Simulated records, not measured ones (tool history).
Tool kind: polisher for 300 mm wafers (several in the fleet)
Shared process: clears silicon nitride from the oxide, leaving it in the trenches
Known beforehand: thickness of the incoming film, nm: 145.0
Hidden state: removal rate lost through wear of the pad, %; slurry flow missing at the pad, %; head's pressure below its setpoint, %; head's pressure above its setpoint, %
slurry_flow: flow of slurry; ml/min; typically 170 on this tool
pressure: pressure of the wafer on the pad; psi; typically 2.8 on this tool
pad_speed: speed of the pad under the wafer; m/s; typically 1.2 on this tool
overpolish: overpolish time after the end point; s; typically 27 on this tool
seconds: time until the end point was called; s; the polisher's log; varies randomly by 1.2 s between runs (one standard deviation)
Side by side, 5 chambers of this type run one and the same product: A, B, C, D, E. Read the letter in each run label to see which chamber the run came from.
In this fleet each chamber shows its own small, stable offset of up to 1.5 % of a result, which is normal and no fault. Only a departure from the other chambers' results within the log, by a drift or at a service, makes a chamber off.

run	hour	slurry_flow	pressure	pad_speed	overpolish	wafers polished on this pad	hours since the slurry nozzle was cleaned	hours since the head pressure was calibrated	seconds
1A	10.6	170	2.8	1.2	27	215	230.8	737.3	129.37
# hour 17.1: chamber E: worn pad replaced by a new one
2D	20.9	170	2.8	1.2	27	900	244.9	243.4	130.46
# hour 31.2: chamber B: worn pad replaced by a new one
3E	32.2	170	2.8	1.2	27	145	634.5	441.7	128.39
# hour 32.7: chamber B: slurry nozzle cleaned
# hour 34.6: chamber C: worn pad replaced by a new one
4C	40.1	170	2.8	1.2	27	53	137.8	119.7	130.52
5B	54.2	170	2.8	1.2	27	220	21.6	269.5	128.94
# hour 65.6: chamber D: worn pad replaced by a new one
6A	66.6	135	2.8	1.2	27	751	286.8	793.3	134.47
7E	79.0	135	2.8	1.2	27	593	681.3	488.5	134.84
8B	90.5	135	2.8	1.2	27	568	57.9	305.8	133.19
# hour 98.1: chamber B: worn pad replaced by a new one
9D	98.8	135	2.8	1.2	27	318	322.8	321.3	135.90
10C	106.6	135	2.8	1.2	27	689	204.3	186.2	134.59
# hour 111.7: chamber C: worn pad replaced by a new one
11D	116.2	170	2.8	1.2	27	484	340.2	338.7	130.68
12B	127.4	170	2.8	1.2	27	280	94.8	342.7	127.93
# hour 131.6: chamber A: worn pad replaced by a new one
13C	143.3	170	2.8	1.2	27	302	241.0	222.9	130.10
# hour 144.7: chamber E: worn pad replaced by a new one
14A	156.0	170	2.8	1.2	27	233	376.2	882.7	130.11
# hour 161.8: chamber B: worn pad replaced by a new one
15E	168.9	170	2.8	1.2	27	232	771.2	578.4	129.87
# hour 184.1: chamber C: worn pad replaced by a new one
16D	184.3	170	2.8	1.2	27	1136	408.3	406.8	130.47
# hour 191.7: chamber D: worn pad replaced by a new one
17C	194.4	170	2.8	1.2	27	99	292.1	274.0	128.67
18E	204.9	170	2.8	1.2	27	576	807.2	614.4	128.93
19A	220.8	170	2.8	1.2	27	853	441.0	947.5	129.85
# hour 231.0: chamber B: worn pad replaced by a new one
# hour 232.0: chamber E: slurry nozzle cleaned
20B	232.6	170	2.8	1.2	27	15	200.0	447.9	129.11
21C	248.5	170	2.8	1.2	27	616	346.2	328.1	129.09
# hour 255.0: chamber C: worn pad replaced by a new one
22A	261.8	170	2.8	1.2	27	1246	482.0	988.5	131.03
# hour 267.4: chamber A: worn pad replaced by a new one
23B	268.7	170	2.8	1.2	27	361	236.1	484.0	128.22
24D	283.7	170	2.8	1.2	27	880	507.7	506.2	129.93
# hour 286.5: chamber E: worn pad replaced by a new one
# hour 298.9: chamber B: worn pad replaced by a new one
25E	299.1	170	2.8	1.2	27	120	67.1	708.6	130.22
26A	310.2	170	2.8	1.2	27	409	530.4	1036.9	129.87
# hour 315.8: chamber C: worn pad replaced by a new one
27D	317.4	170	2.8	1.2	27	1203	541.4	539.9	127.92
28C	330.4	170	2.8	1.2	27	140	428.1	410.0	130.02
29B	344.8	170	2.8	1.2	27	439	312.2	560.1	126.71
30E	352.3	170	2.8	1.2	27	629	120.3	761.8	129.58

Which is it: a chamber that has drifted or been left off by a service, a gauge drift common to all chambers, or only each chamber's usual small offset? If a chamber is off, name it and its likeliest cause.

Beyond each chamber's small constant offset nothing stands out, and the gauge stays steady.

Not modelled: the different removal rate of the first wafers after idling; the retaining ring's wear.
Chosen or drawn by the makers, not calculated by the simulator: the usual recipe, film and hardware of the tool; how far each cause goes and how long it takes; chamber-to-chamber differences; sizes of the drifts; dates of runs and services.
